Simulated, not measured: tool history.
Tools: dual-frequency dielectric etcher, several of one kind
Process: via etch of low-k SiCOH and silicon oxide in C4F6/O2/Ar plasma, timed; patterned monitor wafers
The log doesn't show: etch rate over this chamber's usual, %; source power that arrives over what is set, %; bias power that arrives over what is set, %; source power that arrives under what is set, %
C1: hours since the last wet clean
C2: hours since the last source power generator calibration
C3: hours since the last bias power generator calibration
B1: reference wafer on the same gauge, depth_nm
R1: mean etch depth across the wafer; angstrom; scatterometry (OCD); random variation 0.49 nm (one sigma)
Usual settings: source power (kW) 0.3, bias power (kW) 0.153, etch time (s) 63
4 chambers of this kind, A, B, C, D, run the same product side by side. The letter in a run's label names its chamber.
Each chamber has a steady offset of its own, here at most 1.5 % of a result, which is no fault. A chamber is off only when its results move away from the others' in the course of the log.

run 1B hour=3.8 | source_power_(kW)=0.3 bias_power_(kW)=0.153 etch_time_(s)=63 | C1=414.6 C2=1734.9 C3=797.5 | B1=145.99 | R1=1505.6
run 2C hour=9.3 | source_power_(kW)=0.3 bias_power_(kW)=0.153 etch_time_(s)=63 | C1=379.4 C2=1150.9 C3=1115.6 | B1=146.05 | R1=1476.7
run 3A hour=12.3 | source_power_(kW)=0.3 bias_power_(kW)=0.153 etch_time_(s)=63 | C1=157.4 C2=1442.7 C3=115.2 | B1=145.93 | R1=1514.5
-- hour=13.4 chamber D: wet clean of the chamber
run 4D hour=16 | source_power_(kW)=0.3 bias_power_(kW)=0.153 etch_time_(s)=63 | C1=2.6 C2=461.9 C3=2735.9 | B1=146.06 | R1=1483.6
run 5B hour=20.5 | source_power_(kW)=0.3 bias_power_(kW)=0.153 etch_time_(s)=63 | C1=431.3 C2=1751.6 C3=814.2 | B1=145.9 | R1=1490.5
run 6C hour=24.9 | source_power_(kW)=0.3 bias_power_(kW)=0.153 etch_time_(s)=63 | C1=395 C2=1166.5 C3=1131.2 | B1=146.08 | R1=1481.2
run 7A hour=29.6 | source_power_(kW)=0.3 bias_power_(kW)=0.153 etch_time_(s)=63 | C1=174.7 C2=1460 C3=132.5 | B1=145.94 | R1=1509.5
run 8D hour=33 | source_power_(kW)=0.35 bias_power_(kW)=0.153 etch_time_(s)=54.5 | C1=19.6 C2=478.9 C3=2752.9 | B1=146.15 | R1=1363
-- hour=35.1 chamber C: wet clean of the chamber
run 9C hour=36.7 | source_power_(kW)=0.35 bias_power_(kW)=0.153 etch_time_(s)=54.5 | C1=1.7 C2=1178.3 C3=1143 | B1=146.03 | R1=1405
run 10D hour=41.9 | source_power_(kW)=0.35 bias_power_(kW)=0.153 etch_time_(s)=54.5 | C1=28.5 C2=487.8 C3=2761.8 | B1=146.05 | R1=1366.5
run 11B hour=45.8 | source_power_(kW)=0.35 bias_power_(kW)=0.153 etch_time_(s)=54.5 | C1=456.6 C2=1776.9 C3=839.5 | B1=145.97 | R1=1379.2
run 12A hour=50.9 | source_power_(kW)=0.3 bias_power_(kW)=0.153 etch_time_(s)=63 | C1=196 C2=1481.3 C3=153.8 | B1=145.97 | R1=1512.3
run 13D hour=54.5 | source_power_(kW)=0.3 bias_power_(kW)=0.153 etch_time_(s)=63 | C1=41.1 C2=500.4 C3=2774.4 | B1=145.95 | R1=1493.3
run 14A hour=60.1 | source_power_(kW)=0.3 bias_power_(kW)=0.153 etch_time_(s)=63 | C1=205.2 C2=1490.5 C3=163 | B1=145.95 | R1=1510.9
run 15B hour=64.1 | source_power_(kW)=0.3 bias_power_(kW)=0.153 etch_time_(s)=63 | C1=474.9 C2=1795.2 C3=857.8 | B1=145.92 | R1=1489.7
run 16C hour=68.7 | source_power_(kW)=0.3 bias_power_(kW)=0.153 etch_time_(s)=63 | C1=33.7 C2=1210.3 C3=1175 | B1=145.99 | R1=1540.1
run 17A hour=72.4 | source_power_(kW)=0.3 bias_power_(kW)=0.153 etch_time_(s)=63 | C1=217.5 C2=1502.8 C3=175.3 | B1=145.98 | R1=1514.7
run 18D hour=76.4 | source_power_(kW)=0.3 bias_power_(kW)=0.153 etch_time_(s)=63 | C1=63 C2=522.3 C3=2796.3 | B1=145.97 | R1=1489.8
run 19B hour=81.4 | source_power_(kW)=0.3 bias_power_(kW)=0.153 etch_time_(s)=63 | C1=492.2 C2=1812.5 C3=875.1 | B1=146.05 | R1=1490.2
run 20C hour=86.9 | source_power_(kW)=0.3 bias_power_(kW)=0.153 etch_time_(s)=63 | C1=51.9 C2=1228.5 C3=1193.2 | B1=146.04 | R1=1534.7
run 21D hour=90.2 | source_power_(kW)=0.3 bias_power_(kW)=0.153 etch_time_(s)=63 | C1=76.8 C2=536.1 C3=2810.1 | B1=146.13 | R1=1486.1
run 22A hour=93.7 | source_power_(kW)=0.3 bias_power_(kW)=0.153 etch_time_(s)=63 | C1=238.8 C2=1524.1 C3=196.6 | B1=146.01 | R1=1515.6
run 23C hour=96.8 | source_power_(kW)=0.3 bias_power_(kW)=0.153 etch_time_(s)=63 | C1=61.8 C2=1238.4 C3=1203.1 | B1=145.98 | R1=1524.3
run 24B hour=100 | source_power_(kW)=0.3 bias_power_(kW)=0.153 etch_time_(s)=63 | C1=510.8 C2=1831.1 C3=893.7 | B1=146.09 | R1=1493.1
run 25A hour=103.3 | source_power_(kW)=0.3 bias_power_(kW)=0.153 etch_time_(s)=63 | C1=248.4 C2=1533.7 C3=206.2 | B1=145.97 | R1=1516.4

Next, every chamber runs the same settings. What will each give?
run 26A hour=108.2 | source_power_(kW)=0.3 bias_power_(kW)=0.153 etch_time_(s)=63 | R1=?
run 26B hour=108.2 | source_power_(kW)=0.3 bias_power_(kW)=0.153 etch_time_(s)=63 | R1=?
run 26C hour=108.2 | source_power_(kW)=0.3 bias_power_(kW)=0.153 etch_time_(s)=63 | R1=?
run 26D hour=108.2 | source_power_(kW)=0.3 bias_power_(kW)=0.153 etch_time_(s)=63 | R1=?

run=26A R1=1513.7
run=26B R1=1490.1
run=26C R1=1521.7
run=26D R1=1487.1
